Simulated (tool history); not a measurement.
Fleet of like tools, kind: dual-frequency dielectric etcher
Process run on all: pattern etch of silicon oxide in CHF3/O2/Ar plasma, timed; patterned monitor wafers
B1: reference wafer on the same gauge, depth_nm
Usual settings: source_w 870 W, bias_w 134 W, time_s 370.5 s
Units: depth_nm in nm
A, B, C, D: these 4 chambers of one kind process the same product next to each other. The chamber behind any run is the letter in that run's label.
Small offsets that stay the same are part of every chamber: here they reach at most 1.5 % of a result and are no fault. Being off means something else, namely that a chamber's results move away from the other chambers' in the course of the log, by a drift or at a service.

Run 1C, day 0.25: usual settings; B1 806.78. Result: depth_nm 764.07 nm.
Run 2D, day 0.429: usual settings; B1 807.33. Result: depth_nm 781.05 nm.
Run 3A, day 0.667: usual settings; B1 807.49. Result: depth_nm 771.27 nm.
Run 4B, day 0.917: usual settings; B1 807.28. Result: depth_nm 764.87 nm.
Run 5C, day 1.129: usual settings; B1 807.26. Result: depth_nm 766.3 nm.
Run 6B, day 1.429: usual settings; B1 807.33. Result: depth_nm 764.13 nm.
Run 7A, day 1.629: usual settings; B1 807.47. Result: depth_nm 771.08 nm.
Run 8D, day 1.904: usual settings; B1 807.91. Result: depth_nm 780.82 nm.
Run 9D, day 2.15: usual settings; B1 807.78. Result: depth_nm 783.34 nm.
At day 2.254: chamber A: wet clean of the chamber.
Run 10B, day 2.479: usual settings; B1 807.86. Result: depth_nm 764.77 nm.
Run 11A, day 2.667: usual settings; B1 808.13. Result: depth_nm 769.29 nm.
Run 12C, day 2.862: usual settings; B1 808.24. Result: depth_nm 765.13 nm.
Run 13C, day 3.029: usual settings; B1 808.2. Result: depth_nm 765.28 nm.
Run 14D, day 3.25: usual settings but source_w 1050 W, bias_w 109 W; B1 808.36. Result: depth_nm 789.96 nm.
Run 15B, day 3.504: usual settings but source_w 1050 W, bias_w 109 W; B1 808.19. Result: depth_nm 775.48 nm.
Run 16A, day 3.7: usual settings but source_w 1050 W, bias_w 109 W; B1 808.54. Result: depth_nm 782.99 nm.
Run 17D, day 4.012: usual settings but source_w 1050 W, bias_w 109 W; B1 808.82. Result: depth_nm 792.18 nm.
Run 18A, day 4.288: usual settings; B1 808.72. Result: depth_nm 770.82 nm.
At day 4.338: chamber D: wet clean of the chamber.
Run 19C, day 4.517: usual settings but source_w 1040 W; B1 808.87. Result: depth_nm 821.78 nm.
At day 4.767: chamber B: wet clean of the chamber.
Run 20B, day 4.808: usual settings but source_w 1040 W; B1 809.12. Result: depth_nm 820.42 nm.
Run 21D, day 5.112: usual settings but source_w 1040 W; B1 809.3. Result: depth_nm 840.5 nm.
Run 22C, day 5.279: usual settings but source_w 1040 W; B1 809.59. Result: depth_nm 823.53 nm.
Run 23B, day 5.446: usual settings; B1 809.32. Result: depth_nm 765.07 nm.
Run 24A, day 5.754: usual settings; B1 809.64. Result: depth_nm 772.3 nm.
Run 25D, day 6: usual settings; B1 809.73. Result: depth_nm 783.32 nm.
Run 26C, day 6.225: usual settings but bias_w 164 W; B1 809.86. Result: depth_nm 819.21 nm.
Run 27B, day 6.55: usual settings but bias_w 164 W; B1 809.93. Result: depth_nm 816.54 nm.
Run 28A, day 6.704: usual settings but bias_w 164 W; B1 810.07. Result: depth_nm 823.52 nm.
Run 29A, day 6.942: usual settings but bias_w 164 W; B1 810.18. Result: depth_nm 822.35 nm.
Run 30B, day 7.162: usual settings; B1 810.14. Result: depth_nm 767.5 nm.
Run 31D, day 7.488: usual settings; B1 810.28. Result: depth_nm 784.59 nm.
Run 32C, day 7.662: usual settings; B1 810.9. Result: depth_nm 766.76 nm.
Run 33D, day 7.992: usual settings but bias_w 163 W, time_s 262 s; B1 810.34. Result: depth_nm 589.07 nm.
Run 34A, day 8.296: usual settings but bias_w 163 W, time_s 262 s; B1 810.41. Result: depth_nm 580.56 nm.
Run 35B, day 8.567: usual settings but bias_w 163 W, time_s 262 s; B1 810.53. Result: depth_nm 577.58 nm.
Run 36C, day 8.912: usual settings but bias_w 163 W, time_s 262 s; B1 811.02. Result: depth_nm 576.92 nm.
Run 37C, day 9.254: usual settings; B1 810.8. Result: depth_nm 766.12 nm.
Run 38B, day 9.592: usual settings; B1 811. Result: depth_nm 769.38 nm.
Run 39A, day 9.833: usual settings; B1 811.3. Result: depth_nm 774.46 nm.
Run 40D, day 10.138: usual settings; B1 811.5. Result: depth_nm 784.49 nm.
Run 41C, day 10.458: usual settings; B1 811.55. Result: depth_nm 770.65 nm.
Run 42D, day 10.688: usual settings; B1 811.5. Result: depth_nm 785.62 nm.
Run 43A, day 11.033: usual settings; B1 811.51. Result: depth_nm 775.05 nm.
Run 44B, day 11.283: usual settings; B1 812.34. Result: depth_nm 767.55 nm.

Read the log: is a single chamber off, either drifting away or since a service, is the gauge that measures every chamber drifting, or is nothing wrong beyond small per-chamber offsets? Name any odd chamber and what most likely caused it.

The gauge drifts, so all chambers seem to drift together. No chamber is off.
Likeliest cause: gauge reads high (%) = 0.631.
